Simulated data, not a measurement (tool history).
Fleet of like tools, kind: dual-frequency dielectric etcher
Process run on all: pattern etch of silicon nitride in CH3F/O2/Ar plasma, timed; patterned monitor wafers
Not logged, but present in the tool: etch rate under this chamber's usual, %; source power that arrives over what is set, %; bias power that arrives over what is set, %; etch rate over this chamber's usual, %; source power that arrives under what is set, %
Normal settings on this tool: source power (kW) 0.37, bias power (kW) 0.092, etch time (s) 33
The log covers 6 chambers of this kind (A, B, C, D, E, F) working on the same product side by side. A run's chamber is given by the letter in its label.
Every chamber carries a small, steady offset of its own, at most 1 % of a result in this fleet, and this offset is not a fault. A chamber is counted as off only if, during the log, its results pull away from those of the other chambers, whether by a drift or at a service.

| run | hour | source power (kW) | bias power (kW) | etch time (s) | hours since the last wet clean | hours since the last source power generator calibration | hours since the last bias power generator calibration | read-back reference wafer on the same gauge, depth_nm | mean etch depth across the wafer (Å) |
|---|---|---|---|---|---|---|---|---|---|
| 1F | 7.1 | 0.37 | 0.092 | 33 | 246.6 | 640.9 | 2129.7 | 28.244 | 241.93 |
| 2E | 14.5 | 0.37 | 0.092 | 33 | 165.4 | 2858.4 | 473.9 | 28.188 | 246.59 |
|  | 22.3 | chamber B: wet clean of the chamber |
| 3B | 23 | 0.37 | 0.092 | 33 | 0.7 | 3313.3 | 928.9 | 28.156 | 241.76 |
| 4C | 31.6 | 0.37 | 0.092 | 33 | 306.1 | 1308.6 | 1001.9 | 28.228 | 245.22 |
| 5D | 36.1 | 0.37 | 0.092 | 33 | 381.1 | 990.4 | 1640 | 28.196 | 247.43 |
| 6A | 43.6 | 0.34 | 0.092 | 25.5 | 185.2 | 3685.1 | 1726.1 | 28.163 | 182.89 |
| 7D | 51.4 | 0.34 | 0.092 | 25.5 | 396.4 | 1005.7 | 1655.3 | 28.187 | 187.17 |
| 8A | 60 | 0.34 | 0.092 | 25.5 | 201.6 | 3701.5 | 1742.5 | 28.189 | 183.84 |
| 9C | 65.5 | 0.34 | 0.092 | 25.5 | 340 | 1342.5 | 1035.8 | 28.185 | 182.16 |
| 10B | 70.1 | 0.34 | 0.092 | 25.5 | 47.8 | 3360.4 | 976 | 28.225 | 183.55 |
| 11E | 78 | 0.34 | 0.092 | 25.5 | 228.9 | 2921.9 | 537.4 | 28.238 | 180.73 |
|  | 82.4 | chamber D: wet clean of the chamber |
| 12F | 84.2 | 0.37 | 0.092 | 33 | 323.7 | 718 | 2206.8 | 28.205 | 245.89 |
| 13A | 93.2 | 0.37 | 0.092 | 42.5 | 234.8 | 3734.7 | 1775.7 | 28.228 | 315.49 |
| 14C | 97.6 | 0.37 | 0.092 | 42.5 | 372.1 | 1374.6 | 1067.9 | 28.168 | 312.6 |
| 15D | 106.2 | 0.37 | 0.092 | 42.5 | 23.9 | 1060.5 | 1710.1 | 28.179 | 315.21 |
| 16B | 110.6 | 0.37 | 0.092 | 42.5 | 88.3 | 3400.9 | 1016.5 | 28.24 | 310.39 |
| 17E | 118.2 | 0.37 | 0.092 | 42.5 | 269.1 | 2962.1 | 577.6 | 28.178 | 313.36 |
| 18F | 124.3 | 0.37 | 0.092 | 42.5 | 363.8 | 758.1 | 2246.9 | 28.154 | 317.89 |
|  | 124.9 | chamber D: bias power generator calibrated |
| 19F | 129.6 | 0.37 | 0.092 | 33 | 369.1 | 763.4 | 2252.2 | 28.196 | 248.97 |
| 20D | 138.7 | 0.37 | 0.092 | 33 | 56.4 | 1093 | 13.9 | 28.171 | 245.84 |
| 21C | 142.9 | 0.37 | 0.092 | 33 | 417.4 | 1419.9 | 1113.2 | 28.185 | 241.57 |
| 22B | 150.5 | 0.37 | 0.092 | 33 | 128.2 | 3440.8 | 1056.4 | 28.188 | 243.64 |
|  | 153.8 | chamber C: wet clean of the chamber |
| 23E | 157.5 | 0.37 | 0.092 | 33 | 308.4 | 3001.4 | 616.9 | 28.228 | 242.96 |
| 24A | 164.4 | 0.37 | 0.092 | 33 | 306 | 3805.9 | 1846.9 | 28.195 | 244.2 |
| 25B | 169.7 | 0.37 | 0.092 | 33 | 147.4 | 3460 | 1075.6 | 28.215 | 244.05 |
| 26E | 173.9 | 0.37 | 0.092 | 33 | 324.8 | 3017.8 | 633.3 | 28.139 | 242.98 |
| 27D | 181.1 | 0.37 | 0.107 | 33 | 98.8 | 1135.4 | 56.3 | 28.217 | 262.33 |
| 28C | 190.1 | 0.37 | 0.107 | 33 | 36.3 | 1467.1 | 1160.4 | 28.18 | 244.69 |
| 29A | 194.1 | 0.37 | 0.107 | 33 | 335.7 | 3835.6 | 1876.6 | 28.196 | 260.64 |
| 30F | 199.3 | 0.37 | 0.107 | 33 | 438.8 | 833.1 | 2321.9 | 28.218 | 258.95 |
| 31D | 205.2 | 0.37 | 0.107 | 33 | 122.9 | 1159.5 | 80.4 | 28.202 | 262.75 |
| 32B | 211.5 | 0.37 | 0.107 | 33 | 189.2 | 3501.8 | 1117.4 | 28.214 | 255.22 |
| 33F | 215.7 | 0.37 | 0.092 | 33 | 455.2 | 849.5 | 2338.3 | 28.183 | 245.19 |
| 34E | 222.4 | 0.37 | 0.092 | 33 | 373.3 | 3066.3 | 681.8 | 28.212 | 244.99 |
| 35C | 227.2 | 0.37 | 0.092 | 33 | 73.4 | 1504.2 | 1197.5 | 28.204 | 231.74 |
| 36A | 235.5 | 0.37 | 0.092 | 33 | 377.1 | 3877 | 1918 | 28.201 | 246.2 |
| 37D | 240.3 | 0.37 | 0.092 | 33 | 158 | 1194.6 | 115.5 | 28.192 | 246.79 |
| 38B | 249.1 | 0.37 | 0.092 | 33 | 226.8 | 3539.4 | 1155 | 28.214 | 242.85 |

Does one chamber stand apart from the rest, does the shared gauge drift, or is all well apart from small per-chamber offsets? Give the chamber and the most likely cause, where there is one.

Chamber C has stood off from the others ever since a service on it.
What lies behind it: etch rate under this chamber's usual, % = 4.8.

Which of the 4 candidates below, each the usual settings with something changed and its results left as question marks, puts chamber C back in line with what the other chambers give on the usual settings?
Maximum distance from the other chambers' mean on the usual settings for a result to count as in line: mean etch depth across the wafer (Å) 6
| 39C-1 | 255.7 | 0.37 | 0.093 | 34.5 |  |  |  |  | ? |
| 39C-2 | 255.7 | 0.36 | 0.091 | 33 |  |  |  |  | ? |
| 39C-3 | 255.7 | 0.32 | 0.092 | 33 |  |  |  |  | ? |
| 39C-4 | 255.7 | 0.37 | 0.092 | 33.5 |  |  |  |  | ? |

On the usual settings, the other chambers give on average: mean etch depth across the wafer (Å) 244.89
| run | mean etch depth across the wafer (Å) |
|---|---|
| 39C-1 | 243.37 |
| 39C-2 | 228.6 |
| 39C-3 | 219.5 |
| 39C-4 | 235.4 |
The answer is 39C-1, which returns the chamber to within the allowed miss of the others.

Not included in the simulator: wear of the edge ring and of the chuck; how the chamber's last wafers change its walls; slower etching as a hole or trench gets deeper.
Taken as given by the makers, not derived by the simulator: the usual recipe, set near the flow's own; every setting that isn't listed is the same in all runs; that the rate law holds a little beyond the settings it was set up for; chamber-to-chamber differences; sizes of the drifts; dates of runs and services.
